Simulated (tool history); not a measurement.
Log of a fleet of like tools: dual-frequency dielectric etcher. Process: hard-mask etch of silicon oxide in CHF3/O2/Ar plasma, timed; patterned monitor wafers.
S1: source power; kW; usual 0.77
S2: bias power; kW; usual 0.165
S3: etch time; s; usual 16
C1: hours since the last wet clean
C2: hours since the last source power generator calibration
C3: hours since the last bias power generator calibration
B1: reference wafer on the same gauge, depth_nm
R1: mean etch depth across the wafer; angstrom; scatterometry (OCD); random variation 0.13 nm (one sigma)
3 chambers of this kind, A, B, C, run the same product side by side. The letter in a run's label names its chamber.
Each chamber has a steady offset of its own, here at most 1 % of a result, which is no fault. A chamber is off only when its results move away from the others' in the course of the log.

run 1C hour=8.7 | S1=0.77 S2=0.165 S3=16 | C1=211.8 C2=2382.5 C3=2860.8 | B1=34.716 | R1=342.62
run 2B hour=25.1 | S1=0.77 S2=0.165 S3=16 | C1=308.3 C2=51.1 C3=1609 | B1=34.673 | R1=336.76
run 3A hour=41.2 | S1=0.77 S2=0.165 S3=16 | C1=474.9 C2=1489.8 C3=897.9 | B1=34.715 | R1=338.22
-- hour=53.3 chamber B: wet clean of the chamber
run 4A hour=56.5 | S1=0.77 S2=0.165 S3=16 | C1=490.2 C2=1505.1 C3=913.2 | B1=34.668 | R1=338.97
run 5C hour=69.5 | S1=0.77 S2=0.165 S3=16 | C1=272.6 C2=2443.3 C3=2921.6 | B1=34.737 | R1=341.03
run 6B hour=82.3 | S1=0.77 S2=0.165 S3=16 | C1=29 C2=108.3 C3=1666.2 | B1=34.709 | R1=338.43
run 7C hour=92 | S1=0.77 S2=0.165 S3=16 | C1=295.1 C2=2465.8 C3=2944.1 | B1=34.699 | R1=342.26
run 8A hour=104 | S1=0.77 S2=0.165 S3=16 | C1=537.7 C2=1552.6 C3=960.7 | B1=34.731 | R1=338.15
run 9B hour=117.1 | S1=0.77 S2=0.165 S3=16 | C1=63.8 C2=143.1 C3=1701 | B1=34.656 | R1=337.21
run 10C hour=130.8 | S1=0.77 S2=0.165 S3=16 | C1=333.9 C2=2504.6 C3=2982.9 | B1=34.71 | R1=342.82
run 11B hour=147.4 | S1=0.77 S2=0.165 S3=16 | C1=94.1 C2=173.4 C3=1731.3 | B1=34.684 | R1=339.2
run 12A hour=157.6 | S1=0.77 S2=0.165 S3=16 | C1=591.3 C2=1606.2 C3=1014.3 | B1=34.686 | R1=336.93
run 13C hour=172.2 | S1=0.77 S2=0.165 S3=16 | C1=375.3 C2=2546 C3=3024.3 | B1=34.71 | R1=347.2
run 14B hour=186.9 | S1=0.77 S2=0.165 S3=16 | C1=133.6 C2=212.9 C3=1770.8 | B1=34.682 | R1=338.38
run 15A hour=199.2 | S1=0.77 S2=0.165 S3=16 | C1=632.9 C2=1647.8 C3=1055.9 | B1=34.722 | R1=337.35
run 16C hour=212.8 | S1=0.77 S2=0.165 S3=16 | C1=415.9 C2=2586.6 C3=3064.9 | B1=34.703 | R1=347.39
run 17B hour=225.9 | S1=0.77 S2=0.165 S3=16 | C1=172.6 C2=251.9 C3=1809.8 | B1=34.714 | R1=339.96
run 18A hour=233.9 | S1=0.77 S2=0.165 S3=16 | C1=667.6 C2=1682.5 C3=1090.6 | B1=34.704 | R1=337.07
run 19A hour=244 | S1=0.77 S2=0.165 S3=16 | C1=677.7 C2=1692.6 C3=1100.7 | B1=34.722 | R1=337.83
-- hour=249.6 chamber A: wet clean of the chamber
run 20C hour=253.5 | S1=0.77 S2=0.165 S3=16 | C1=456.6 C2=2627.3 C3=3105.6 | B1=34.687 | R1=350.97
run 21B hour=260.8 | S1=0.77 S2=0.165 S3=16 | C1=207.5 C2=286.8 C3=1844.7 | B1=34.705 | R1=338.95
run 22A hour=271.2 | S1=0.77 S2=0.165 S3=16 | C1=21.7 C2=1719.8 C3=1127.9 | B1=34.721 | R1=338.5
run 23B hour=283.1 | S1=0.77 S2=0.165 S3=16 | C1=229.8 C2=309.1 C3=1867 | B1=34.729 | R1=339.02
run 24C hour=295.2 | S1=0.77 S2=0.165 S3=16 | C1=498.3 C2=2669 C3=3147.3 | B1=34.706 | R1=350.34
run 25C hour=304.4 | S1=0.77 S2=0.165 S3=16 | C1=507.5 C2=2678.2 C3=3156.5 | B1=34.725 | R1=348.66
run 26A hour=312.7 | S1=0.77 S2=0.165 S3=16 | C1=63.2 C2=1761.3 C3=1169.4 | B1=34.701 | R1=337.96
run 27B hour=327.2 | S1=0.77 S2=0.165 S3=16 | C1=273.9 C2=353.2 C3=1911.1 | B1=34.718 | R1=335.11
run 28B hour=339.1 | S1=0.77 S2=0.165 S3=16 | C1=285.8 C2=365.1 C3=1923 | B1=34.718 | R1=338.1

Next, every chamber runs the same settings. What will each give?
run 29A hour=351 | S1=0.77 S2=0.165 S3=16 | R1=?
run 29B hour=351 | S1=0.77 S2=0.165 S3=16 | R1=?
run 29C hour=351 | S1=0.77 S2=0.165 S3=16 | R1=?

run=29A R1=335.7
run=29B R1=337.25
run=29C R1=352.78
